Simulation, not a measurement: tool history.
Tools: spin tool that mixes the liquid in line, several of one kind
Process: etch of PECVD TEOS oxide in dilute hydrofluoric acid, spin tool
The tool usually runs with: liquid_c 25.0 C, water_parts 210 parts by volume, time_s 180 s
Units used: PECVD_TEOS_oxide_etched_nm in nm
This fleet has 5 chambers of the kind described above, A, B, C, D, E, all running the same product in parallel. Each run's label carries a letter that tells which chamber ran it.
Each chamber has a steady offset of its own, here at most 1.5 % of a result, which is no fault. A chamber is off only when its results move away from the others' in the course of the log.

run    day  liquid_c  water_parts  time_s  hours since the thermometer was replaced  hours since the hydrofluoric acid flow meter was replaced  read-back film thickness of the PECVD TEOS oxide reference wafer, read on the same gauge (nm)  PECVD_TEOS_oxide_etched_nm
 1A  0.121      25.0          210     180                                     719.0                                                     1031.1                                                                                         149.98                      6.9666
 2E  0.246      25.0          210     180                                    1069.3                                                      198.6                                                                                         150.02                      6.8339
 3B  0.408      25.0          210     180                                     439.9                                                      522.4                                                                                         150.01                      6.7579
 4D  0.512      25.0          210     180                                    2317.6                                                     1636.4                                                                                         150.01                      6.7478
 5C  0.679      25.0          210     180                                     847.1                                                      884.8                                                                                         150.01                      6.8746
 6C  0.762      25.0          210     180                                     849.1                                                      886.8                                                                                         149.99                      6.8457
 7A  0.846      25.0          210     180                                     736.4                                                     1048.5                                                                                         150.03                      6.9478
 8B  0.992      25.0          210     180                                     453.9                                                      536.4                                                                                         150.01                      6.8848
 9E  1.146      25.0          210     180                                    1090.9                                                      220.2                                                                                         149.99                      6.8114
10D  1.221      25.0          210     180                                    2334.6                                                     1653.4                                                                                         149.99                      6.8230
11D  1.371      25.0          210     180                                    2338.2                                                     1657.0                                                                                         149.97                      6.8222
12B  1.529      25.0          290     180                                     466.8                                                      549.3                                                                                         149.98                      4.5101
13A  1.604      25.0          290     180                                     754.6                                                     1066.7                                                                                         150.01                      4.5679
14E  1.725      25.0          290     180                                    1104.8                                                      234.1                                                                                         150.01                      4.5727
15C  1.879      25.0          290     180                                     875.9                                                      913.6                                                                                         150.03                      4.6383
16C  2.025      25.0          290     180                                     879.4                                                      917.1                                                                                         150.02                      4.5919
17D  2.158      29.5          210     120                                    2357.1                                                     1675.9                                                                                         149.98                      5.3775
18E  2.233      29.5          210     120                                    1117.0                                                      246.3                                                                                         150.01                      5.3248
19B  2.333      29.5          210     120                                     486.1                                                      568.6                                                                                         149.97                      5.4742
20A  2.442      29.5          210     120                                     774.7                                                     1086.8                                                                                         150.01                      5.2079
21D  2.579      29.5          210     120                                    2367.2                                                     1686.0                                                                                         150.00                      5.3046
22C  2.671      25.0          210     180                                     894.9                                                      932.6                                                                                         149.97                      6.8619
23E  2.842      25.0          210     180                                    1131.6                                                      260.9                                                                                         150.01                      6.8591
24B  2.954      25.0          210     180                                     501.0                                                      583.5                                                                                         150.03                      6.8193
25A  3.079      25.0          210     180                                     790.0                                                     1102.1                                                                                         150.01                      6.5358
26A  3.250      25.0          210     180                                     794.1                                                     1106.2                                                                                         150.01                      6.4400
27E  3.375      25.0          210     180                                    1144.4                                                      273.7                                                                                         150.04                      6.7502
28C  3.525      25.0          210     180                                     915.4                                                      953.1                                                                                         149.98                      6.8325
29D  3.650      25.0          210     180                                    2392.9                                                     1711.7                                                                                         149.96                      6.7988
30B  3.783      25.0          210     180                                     520.9                                                      603.4                                                                                         150.01                      6.9109
31C  3.879      25.0          210     180                                     923.9                                                      961.6                                                                                         149.99                      6.8304

Read the log: is a single chamber off, either drifting away or since a service, is the gauge that measures every chamber drifting, or is nothing wrong beyond small per-chamber offsets? Name any odd chamber and what most likely caused it.

Chamber A drifts away from the others.
Likeliest cause: liquid colder than its thermometer reads (K) = 2.59.
From this log alone, it may not be told apart from: hydrofluoric acid flow below the setpoint (%).

Here are 4 candidates for chamber A's next run, each the usual settings with a change, their results left as question marks. Which one brings its results back in line with what the others give on the usual settings?
In line means no further than this from the other chambers' mean on the usual settings: PECVD_TEOS_oxide_etched_nm 0.2100 nm
32A-1  4.004      25.0          185     180                                                                                                                                                                                                                               ?
32A-2  4.004      25.0          225     180                                                                                                                                                                                                                               ?
32A-3  4.004      25.0          225     165                                                                                                                                                                                                                               ?
32A-4  4.004      25.0          205     190                                                                                                                                                                                                                               ?

The mean the other chambers reach with the usual settings: PECVD_TEOS_oxide_etched_nm 6.8451 nm
  run  PECVD_TEOS_oxide_etched_nm
32A-1                      7.4318
32A-2                      5.8558
32A-3                      5.3679
32A-4                      6.9284
The answer is 32A-4, which returns the chamber to within the allowed miss of the others.
